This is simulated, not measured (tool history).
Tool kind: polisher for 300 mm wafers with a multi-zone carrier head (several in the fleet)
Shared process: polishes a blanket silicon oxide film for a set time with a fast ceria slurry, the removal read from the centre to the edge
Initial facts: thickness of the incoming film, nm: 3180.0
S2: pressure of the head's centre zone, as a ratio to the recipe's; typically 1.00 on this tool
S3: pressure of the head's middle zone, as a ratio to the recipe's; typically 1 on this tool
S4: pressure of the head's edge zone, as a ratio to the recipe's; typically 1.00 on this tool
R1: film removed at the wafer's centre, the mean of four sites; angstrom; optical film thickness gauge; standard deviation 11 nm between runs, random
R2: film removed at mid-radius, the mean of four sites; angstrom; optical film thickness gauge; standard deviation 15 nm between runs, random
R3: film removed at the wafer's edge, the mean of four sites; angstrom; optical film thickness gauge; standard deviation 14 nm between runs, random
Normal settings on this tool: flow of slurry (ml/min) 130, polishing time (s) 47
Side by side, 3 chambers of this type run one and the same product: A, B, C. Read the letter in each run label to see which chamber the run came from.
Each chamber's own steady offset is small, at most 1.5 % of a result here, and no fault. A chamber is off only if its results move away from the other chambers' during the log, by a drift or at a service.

run 1B hour=4.2 | flow_of_slurry_(ml/min)=130 S2=1.00 S3=1 S4=1.00 polishing_time_(s)=47 | R1=11881 R2=11824 R3=11890
run 2C hour=7.5 | flow_of_slurry_(ml/min)=130 S2=1.00 S3=1 S4=1.00 polishing_time_(s)=47 | R1=11615 R2=11942 R3=11947
run 3A hour=10.1 | flow_of_slurry_(ml/min)=130 S2=1.00 S3=1 S4=1.00 polishing_time_(s)=47 | R1=11684 R2=12104 R3=11943
run 4C hour=12.9 | flow_of_slurry_(ml/min)=130 S2=1.00 S3=1 S4=1.00 polishing_time_(s)=47 | R1=11711 R2=11891 R3=11830
run 5B hour=17.5 | flow_of_slurry_(ml/min)=130 S2=1.00 S3=1 S4=1.00 polishing_time_(s)=47 | R1=11932 R2=12086 R3=12131
run 6A hour=20.9 | flow_of_slurry_(ml/min)=130 S2=1.00 S3=1 S4=1.00 polishing_time_(s)=47 | R1=11746 R2=11902 R3=11885
run 7C hour=23.5 | flow_of_slurry_(ml/min)=130 S2=1.00 S3=1 S4=1.00 polishing_time_(s)=47 | R1=11860 R2=11780 R3=11817
-- hour=23.8 chamber A: worn pad replaced by a new one
run 8B hour=29.1 | flow_of_slurry_(ml/min)=130 S2=1.00 S3=1 S4=1.00 polishing_time_(s)=47 | R1=11780 R2=11860 R3=11915
run 9A hour=32.4 | flow_of_slurry_(ml/min)=130 S2=1.00 S3=1 S4=1.00 polishing_time_(s)=47 | R1=11599 R2=11870 R3=11792
-- hour=33.8 chamber C: worn pad replaced by a new one
-- hour=34.4 chamber B: worn pad replaced by a new one
run 10C hour=36.5 | flow_of_slurry_(ml/min)=130 S2=1.00 S3=1 S4=1.00 polishing_time_(s)=47 | R1=11964 R2=11976 R3=11646
run 11A hour=41.6 | flow_of_slurry_(ml/min)=130 S2=1.00 S3=1 S4=1.00 polishing_time_(s)=47 | R1=11638 R2=11818 R3=12006
run 12B hour=47.2 | flow_of_slurry_(ml/min)=130 S2=1.00 S3=1 S4=1.00 polishing_time_(s)=47 | R1=11689 R2=11601 R3=12183
run 13C hour=50.9 | flow_of_slurry_(ml/min)=130 S2=1.11 S3=1 S4=1.00 polishing_time_(s)=59 | R1=16884 R2=15225 R3=14825
run 14A hour=55.0 | flow_of_slurry_(ml/min)=130 S2=1.11 S3=1 S4=1.00 polishing_time_(s)=59 | R1=15975 R2=14797 R3=15002
run 15B hour=59.0 | flow_of_slurry_(ml/min)=130 S2=1.11 S3=1 S4=1.00 polishing_time_(s)=59 | R1=16792 R2=14853 R3=14975
run 16B hour=64.2 | flow_of_slurry_(ml/min)=130 S2=1.00 S3=1 S4=1.00 polishing_time_(s)=47 | R1=11948 R2=11957 R3=12039
run 17A hour=68.7 | flow_of_slurry_(ml/min)=130 S2=1.00 S3=1 S4=1.00 polishing_time_(s)=47 | R1=11312 R2=11528 R3=11908
run 18C hour=73.4 | flow_of_slurry_(ml/min)=130 S2=1.00 S3=1 S4=1.00 polishing_time_(s)=47 | R1=12167 R2=11996 R3=11833
run 19A hour=77.4 | flow_of_slurry_(ml/min)=130 S2=1.00 S3=1 S4=1.00 polishing_time_(s)=47 | R1=11256 R2=11580 R3=11697
-- hour=78.4 chamber C: worn pad replaced by a new one
-- hour=82.3 chamber B: worn pad replaced by a new one
run 20B hour=82.8 | flow_of_slurry_(ml/min)=130 S2=1.00 S3=1 S4=0.94 polishing_time_(s)=47 | R1=11814 R2=11744 R3=11450
run 21C hour=85.5 | flow_of_slurry_(ml/min)=130 S2=1.00 S3=1 S4=0.94 polishing_time_(s)=47 | R1=12041 R2=11966 R3=11454
run 22A hour=89.8 | flow_of_slurry_(ml/min)=130 S2=1.00 S3=1 S4=0.94 polishing_time_(s)=47 | R1=11264 R2=11334 R3=11184
run 23B hour=92.7 | flow_of_slurry_(ml/min)=130 S2=0.94 S3=1 S4=1.00 polishing_time_(s)=47 | R1=11003 R2=11834 R3=12080
run 24C hour=96.1 | flow_of_slurry_(ml/min)=130 S2=0.94 S3=1 S4=1.00 polishing_time_(s)=47 | R1=11294 R2=11857 R3=11741
run 25B hour=99.2 | flow_of_slurry_(ml/min)=130 S2=0.94 S3=1 S4=1.00 polishing_time_(s)=47 | R1=10893 R2=11908 R3=11691

Is one chamber out of step, is the gauge drifting, or do the chambers differ by no more than their own small offsets? For an off chamber, give its letter and the likeliest cause.

One chamber, A, drifts off from the rest bit by bit.
What lies behind it: slurry flow missing at the pad, % = 22.6.

Which of the 4 candidates below, each the usual settings with something changed and its results left as question marks, puts chamber A back in line with what the other chambers give on the usual settings?
Counts as in line when no further than this from what the other chambers average on the usual settings: R1 390.0 angstrom; R2 540.0 angstrom; R3 510 angstrom
run 26A-1 hour=103.3 | flow_of_slurry_(ml/min)=135 S2=1.03 S3=1.01 S4=0.98 polishing_time_(s)=49 | R1=? R2=? R3=?
run 26A-2 hour=103.3 | flow_of_slurry_(ml/min)=125 S2=0.98 S3=0.99 S4=1.01 polishing_time_(s)=45 | R1=? R2=? R3=?
run 26A-3 hour=103.3 | flow_of_slurry_(ml/min)=140 S2=1.05 S3=1.02 S4=0.97 polishing_time_(s)=51 | R1=? R2=? R3=?
run 26A-4 hour=103.3 | flow_of_slurry_(ml/min)=120 S2=0.95 S3=0.98 S4=1.03 polishing_time_(s)=43 | R1=? R2=? R3=?

The mean the other chambers reach with the usual settings: R1 11853.0 angstrom; R2 11892.0 angstrom; R3 11887 angstrom
run=26A-1 R1=12032.0 R2=11945.0 R3=11890
run=26A-2 R1=10211.0 R2=10544.0 R3=10941
run=26A-3 R1=12930.0 R2=12665.0 R3=12388
run=26A-4 R1=9300.2 R2=9864.2 R3=10482
The answer is 26A-1, which returns the chamber to within the allowed miss of the others.
